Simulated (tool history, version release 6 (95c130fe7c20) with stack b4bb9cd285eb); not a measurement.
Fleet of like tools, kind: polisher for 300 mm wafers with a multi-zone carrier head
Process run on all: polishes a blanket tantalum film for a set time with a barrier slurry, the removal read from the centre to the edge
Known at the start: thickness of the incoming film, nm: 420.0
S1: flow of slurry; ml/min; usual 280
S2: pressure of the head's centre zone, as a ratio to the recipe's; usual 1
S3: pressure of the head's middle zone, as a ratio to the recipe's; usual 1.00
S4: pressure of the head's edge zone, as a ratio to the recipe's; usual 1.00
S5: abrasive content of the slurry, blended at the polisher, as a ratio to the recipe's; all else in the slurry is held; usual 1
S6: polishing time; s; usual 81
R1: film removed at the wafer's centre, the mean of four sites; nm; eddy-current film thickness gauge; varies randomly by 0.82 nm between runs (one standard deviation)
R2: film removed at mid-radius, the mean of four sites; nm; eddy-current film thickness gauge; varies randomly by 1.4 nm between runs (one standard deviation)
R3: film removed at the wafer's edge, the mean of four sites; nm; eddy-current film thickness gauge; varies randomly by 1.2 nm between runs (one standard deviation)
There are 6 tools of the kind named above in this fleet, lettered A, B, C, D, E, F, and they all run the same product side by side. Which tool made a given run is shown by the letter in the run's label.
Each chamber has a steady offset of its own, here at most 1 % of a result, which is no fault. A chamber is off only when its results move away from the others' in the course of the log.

run,hour,S1,S2,S3,S4,S5,S6,R1,R2,R3
# hour 1.4: chamber C: worn pad replaced by a new one
1C,3.7,280,1,1.00,1.00,1,81,104.630,103.210,105.330
2A,11.3,280,1,1.00,1.00,1,81,101.640,102.670,100.910
3F,19.0,280,1,1.00,1.00,1,81,102.560,104.320,103.350
4E,23.5,280,1,1.00,1.00,1,81,102.630,102.990,104.150
# hour 26.9: chamber F: worn pad replaced by a new one
5B,27.5,280,1,1.00,1.00,1,81,100.480,101.970,102.860
6D,31.8,280,1,1.00,1.00,1,81,103.310,102.310,104.120
7D,37.0,280,1,1.00,1.00,1,81,103.970,103.330,102.890
# hour 38.2: chamber D: centre zone pressure recalibrated
# hour 38.8: chamber B: worn pad replaced by a new one
8E,44.8,280,1,1.00,1.00,1,81,103.410,101.950,101.630
# hour 47.6: chamber B: slurry nozzle cleaned
9C,52.4,280,1,1.00,1.00,1,81,102.660,104.070,106.870
# hour 54.7: chamber A: worn pad replaced by a new one
10F,57.2,280,1,1.00,1.00,1,81,103.500,106.190,104.850
11B,63.7,280,1,1.00,1.00,1,81,103.330,99.721,104.230
12A,67.5,280,1,0.94,0.96,1,81,101.620,94.713,103.460
# hour 68.4: chamber C: worn pad replaced by a new one
# hour 70.8: chamber D: worn pad replaced by a new one
# hour 71.7: chamber E: slurry nozzle cleaned
# hour 74.3: chamber F: worn pad replaced by a new one
13A,75.8,280,1,0.94,0.96,1,81,103.850,98.402,100.010
# hour 79.8: chamber D: slurry nozzle cleaned
14E,80.8,280,1,0.94,0.96,1,81,103.060,98.440,99.365
# hour 87.9: chamber E: centre zone pressure recalibrated
15C,89.1,280,1,0.94,0.96,1,81,103.250,97.701,101.390
16D,96.2,280,1,0.94,0.96,1,81,100.920,99.499,99.559
# hour 97.2: chamber E: worn pad replaced by a new one
17B,103.7,280,1,0.94,0.96,1,81,101.430,97.796,101.690
18F,108.4,280,1,1.00,1.00,1,81,101.630,103.410,101.640
19B,112.7,370,1,1.00,1.00,1,68,87.983,86.514,88.575
# hour 114.0: chamber B: worn pad replaced by a new one
20D,119.2,370,1,1.00,1.00,1,68,88.151,88.109,88.023
21E,126.5,370,1,1.00,1.00,1,68,97.968,88.015,87.265
# hour 127.0: chamber F: worn pad replaced by a new one
22F,132.7,370,1,1.00,1.00,1,68,88.267,88.675,86.119
# hour 132.8: chamber C: worn pad replaced by a new one
# hour 137.6: chamber A: worn pad replaced by a new one
23A,138.8,370,1,1.00,1.00,1,68,88.545,89.720,87.456
24C,143.7,370,1,1.00,1.00,1,68,89.460,88.312,89.322
25F,148.9,280,1,1.00,1.00,1,81,103.120,105.550,101.340
# hour 150.2: chamber D: worn pad replaced by a new one
26E,155.9,280,1,1.00,1.00,1,81,115.840,101.380,103.640
27C,162.2,280,1,1.00,1.00,1,81,101.460,103.320,104.930
28B,167.0,280,1,1.00,1.00,1,81,102.340,103.410,103.770
# hour 172.3: chamber F: slurry nozzle cleaned
29D,173.0,280,1,1.00,1.00,1,81,102.420,102.430,104.800
30A,177.5,280,1,1.00,1.00,1,81,101.930,103.280,102.890
# hour 182.2: chamber A: edge zone pressure recalibrated
31A,182.2,280,1,1.00,1.00,1,81,103.470,104.610,103.100
# hour 186.4: chamber F: worn pad replaced by a new one
32B,187.4,220,1,1.00,1.00,1,81,99.748,98.266,101.640
33E,194.6,220,1,1.00,1.00,1,81,110.540,101.740,100.090
# hour 194.8: chamber B: worn pad replaced by a new one
34F,201.1,220,1,1.00,1.00,1,81,99.278,103.170,99.631
# hour 201.6: chamber C: worn pad replaced by a new one
35D,206.0,220,1,1.00,1.00,1,81,100.800,102.130,101.380
36C,210.4,220,1,1.00,1.00,1,81,99.408,101.660,99.482
37D,217.0,220,1,1.00,1.00,1,81,100.700,100.090,100.970
38B,222.7,280,1,1.00,1.00,1,81,102.390,104.930,102.150

One chamber off, gauge drift, or nothing amiss beyond the chambers' own small offsets? If it is a chamber, which one, and what is the likeliest cause?

Chamber E came out of a service off from its peers and stayed that way.
What lies behind it: centre zone's pressure above its setpoint, % = 9.84.

Below are 4 candidate recipes for chamber E's next run, each the usual settings with a change, their results shown as question marks. Which of them brings E's results back in line with what the other chambers give on the usual settings?
In line here means within this much of the mean the other chambers give on the usual settings: R1 2.800 nm; R2 4.800 nm; R3 4.400 nm
39E-1,228.8,285,1.05,0.99,0.98,1,81,?,?,?
39E-2,228.8,275,0.91,1.02,1.03,1,80,?,?,?
39E-3,228.8,285,1.09,0.98,0.97,1,82,?,?,?
39E-4,228.8,275,0.95,1.01,1.02,1,81,?,?,?

Other chambers, usual settings, mean: R1 102.570 nm; R2 103.120 nm; R3 103.080 nm
run,R1,R2,R3
39E-1,120.550,102.800,102.590
39E-2,101.650,104.090,103.710
39E-3,127.000,103.070,103.310
39E-4,107.810,104.400,104.470
39E-2 brings the chamber back in line.
